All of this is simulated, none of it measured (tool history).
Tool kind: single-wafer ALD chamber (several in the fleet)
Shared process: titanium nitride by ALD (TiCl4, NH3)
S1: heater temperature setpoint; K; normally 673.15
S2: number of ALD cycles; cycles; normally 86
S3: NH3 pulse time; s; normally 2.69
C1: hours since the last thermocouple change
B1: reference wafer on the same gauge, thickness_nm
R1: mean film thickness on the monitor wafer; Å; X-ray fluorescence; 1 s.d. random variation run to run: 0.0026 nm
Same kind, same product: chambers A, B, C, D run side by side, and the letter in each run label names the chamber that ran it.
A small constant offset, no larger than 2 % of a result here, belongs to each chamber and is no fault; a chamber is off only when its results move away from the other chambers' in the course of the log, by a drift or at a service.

Run 1A, hour 10.4: usual settings; C1 37.6; B1 2.1103. Result: R1 19.188 Å.
Run 2C, hour 15.1: usual settings; C1 1692.3; B1 2.1106. Result: R1 19.02 Å.
Run 3D, hour 23.1: usual settings; C1 1196.7; B1 2.1116. Result: R1 19.498 Å.
Run 4B, hour 30: usual settings; C1 647.3; B1 2.1114. Result: R1 19.239 Å.
Run 5A, hour 39.1: usual settings; C1 66.3; B1 2.1123. Result: R1 19.262 Å.
Run 6B, hour 45.4: usual settings; C1 662.7; B1 2.1126. Result: R1 19.28 Å.
Run 7D, hour 50.3: usual settings; C1 1223.9; B1 2.113. Result: R1 19.504 Å.
Run 8C, hour 56.1: usual settings; C1 1733.3; B1 2.1136. Result: R1 19.062 Å.
Run 9C, hour 66.4: usual settings; C1 1743.6; B1 2.1141. Result: R1 19.036 Å.
Run 10B, hour 76: usual settings; C1 693.3; B1 2.114. Result: R1 19.291 Å.
Run 11D, hour 82.7: usual settings; C1 1256.3; B1 2.1148. Result: R1 19.54 Å.
Run 12A, hour 90.9: usual settings; C1 118.1; B1 2.115. Result: R1 19.243 Å.
Run 13B, hour 96.6: usual settings; C1 713.9; B1 2.1149. Result: R1 19.296 Å.
Run 14C, hour 103.5: usual settings; C1 1780.7; B1 2.1165. Result: R1 19.046 Å.
Run 15D, hour 110.4: usual settings; C1 1284; B1 2.1163. Result: R1 19.591 Å.
Run 16A, hour 115.6: usual settings; C1 142.8; B1 2.116. Result: R1 19.254 Å.
Run 17B, hour 125.8: usual settings; C1 743.1; B1 2.1178. Result: R1 19.312 Å.
Run 18C, hour 136.1: usual settings; C1 1813.3; B1 2.1175. Result: R1 19.048 Å.
Run 19D, hour 142.7: usual settings; C1 1316.3; B1 2.1178. Result: R1 19.589 Å.
Run 20A, hour 149.7: usual settings; C1 176.9; B1 2.1189. Result: R1 19.247 Å.
Run 21C, hour 159.8: usual settings; C1 1837; B1 2.1191. Result: R1 19.1 Å.
Run 22A, hour 165.6: usual settings but S2 98 cycles, S3 3.16 s; C1 192.8; B1 2.1196. Result: R1 22.081 Å.
Run 23B, hour 172.2: usual settings but S2 98 cycles, S3 3.16 s; C1 789.5; B1 2.1194. Result: R1 22.139 Å.
Run 24D, hour 181: usual settings but S2 98 cycles, S3 3.16 s; C1 1354.6; B1 2.1203. Result: R1 22.442 Å.
Run 25B, hour 186.5: usual settings but S2 98 cycles, S3 3.16 s; C1 803.8; B1 2.1203. Result: R1 22.156 Å.
Run 26C, hour 194.9: usual settings; C1 1872.1; B1 2.1205. Result: R1 19.064 Å.
Run 27D, hour 202.1: usual settings; C1 1375.7; B1 2.1209. Result: R1 19.603 Å.
Run 28A, hour 209.2: usual settings; C1 236.4; B1 2.1215. Result: R1 19.281 Å.

Has any chamber moved away from the others, gradually or after a service, or does the common gauge drift, or do the chambers differ only by their own small steady offsets? State the chamber and the most likely cause if one applies.

None of the chambers is off. What moves is the gauge, dragging all their readings along together.
Most likely cause: gauge reads high (%) = 0.566.
